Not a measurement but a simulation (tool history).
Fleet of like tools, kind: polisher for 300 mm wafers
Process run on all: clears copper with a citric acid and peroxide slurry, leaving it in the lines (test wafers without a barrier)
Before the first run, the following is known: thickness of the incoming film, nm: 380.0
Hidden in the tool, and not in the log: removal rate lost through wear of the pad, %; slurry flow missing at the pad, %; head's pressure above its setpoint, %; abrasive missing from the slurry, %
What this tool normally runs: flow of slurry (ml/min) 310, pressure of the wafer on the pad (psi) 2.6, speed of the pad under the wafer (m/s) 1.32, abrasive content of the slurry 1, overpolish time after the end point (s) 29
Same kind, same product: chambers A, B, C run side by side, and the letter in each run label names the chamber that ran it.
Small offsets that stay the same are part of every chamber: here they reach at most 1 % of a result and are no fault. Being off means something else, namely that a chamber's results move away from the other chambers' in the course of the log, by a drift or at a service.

run    day  flow of slurry (ml/min)  pressure of the wafer on the pad (psi)  speed of the pad under the wafer (m/s)  abrasive content of the slurry  overpolish time after the end point (s)  wafers polished on this pad  hours since the slurry nozzle was cleaned  hours since the head pressure was calibrated  hours since the slurry blender was calibrated  time until the end point was called (s)  dishing of a wide line in a test structure (angstrom)
      0.05  -- chamber A: worn pad replaced by a new one
 1B  0.212                      310                                     2.6                                    1.32                               1                                       29                          257                                      182.9                                        1170.2                                           61.2                                   150.99                                                 407.48
 2A  0.446                      310                                     2.6                                    1.32                               1                                       29                           41                                       21.6                                         133.7                                           20.5                                   148.02                                                 419.08
 3C  0.683                      310                                     2.6                                    1.32                               1                                       29                          271                                       20.9                                         863.6                                          227.5                                   147.35                                                 418.81
 4C  0.825                      310                                     2.6                                    1.32                               1                                       29                          286                                       24.3                                           867                                          230.9                                   146.44                                                  434.8
 5A  1.071                      310                                     2.6                                    1.32                               1                                       29                          107                                       36.6                                         148.7                                           35.5                                    151.5                                                 417.23
 6B  1.279                      310                                     2.6                                    1.16                            0.75                                       29                          370                                      208.5                                        1195.8                                           86.8                                   182.19                                                 363.62
 7C  1.521                      310                                     2.6                                    1.16                            0.75                                       29                          359                                         41                                         883.7                                          247.6                                    177.8                                                 369.09
 8B  1.829                      310                                     2.6                                    1.16                            0.75                                       29                          428                                      221.7                                          1209                                            100                                   179.21                                                 367.45
     2.004  -- chamber C: slurry blender recalibrated
 9A  2.021                      310                                     2.6                                    1.32                               1                                       29                          207                                       59.4                                         171.5                                           58.3                                    150.4                                                 424.92
10B  2.179                      310                                     2.6                                    1.32                               1                                       29                          464                                      230.1                                        1217.4                                          108.4                                   149.35                                                 419.05
11C  2.404                      310                                     2.6                                    1.32                               1                                       29                          452                                       62.2                                         904.9                                            9.7                                   149.42                                                 427.11
12A  2.658                      310                                     2.6                                    1.32                               1                                       29                          274                                       74.7                                         186.8                                           73.6                                   151.69                                                 419.29
13C  2.875                      310                                     2.6                                    1.32                               1                                       29                          502                                       73.5                                         916.2                                             21                                   148.39                                                 413.32
14B  3.038                      310                                     2.6                                    1.32                               1                                       29                          555                                      250.7                                          1238                                            129                                   148.93                                                 412.51
15A  3.283                      310                                     2.6                                    1.32                               1                                       29                          340                                       89.7                                         201.8                                           88.6                                   147.84                                                 428.63
     3.342  -- chamber C: head pressure recalibrated
16A  3.467                      310                                     2.6                                    1.32                               1                                       29                          359                                       94.1                                         206.2                                             93                                   149.49                                                 405.39
17C  3.746                      310                                     2.6                                    1.32                               1                                       29                          593                                       94.4                                           9.7                                           41.9                                   133.67                                                 437.85
18B  4.004                      310                                     2.6                                    1.32                               1                                       29                          657                                      273.9                                        1261.2                                          152.2                                   147.93                                                  410.3
19B  4.317                      310                                     2.6                                    1.32                               1                                       29                          690                                      281.4                                        1268.7                                          159.7                                   150.47                                                 417.98
20A  4.504                      310                                     2.6                                    1.32                               1                                       29                          469                                        119                                         231.1                                          117.9                                   148.64                                                 415.03
      4.65  -- chamber C: worn pad replaced by a new one
21C  4.829                      310                                     2.6                                    1.32                               1                                       29                           18                                      120.4                                          35.7                                           67.9                                    134.1                                                 460.79
     4.904  -- chamber B: slurry blender recalibrated
22C  5.096                      310                                     2.6                                    1.32                               1                                       29                           47                                      126.8                                          42.1                                           74.3                                   138.43                                                 450.66
23B    5.3                      310                                     2.6                                    1.32                               1                                       29                          793                                        305                                        1292.3                                            9.6                                   149.79                                                  422.8
24A  5.508                      310                                     2.6                                    1.32                               1                                       29                          575                                      143.1                                         255.2                                            142                                   149.28                                                 431.98

All 3 chambers run these settings next. Forecast each chamber's results:
25A  5.742                      360                                     2.6                                    1.32                               1                                       29                                                                                                                                                                                                             ?                                                      ?
25B  5.742                      360                                     2.6                                    1.32                               1                                       29                                                                                                                                                                                                             ?                                                      ?
25C  5.742                      360                                     2.6                                    1.32                               1                                       29                                                                                                                                                                                                             ?                                                      ?

run  time until the end point was called (s)  dishing of a wide line in a test structure (angstrom)
25A                                    147.3                                                  437.6
25B                                   147.21                                                 418.07
25C                                   134.37                                                 456.29
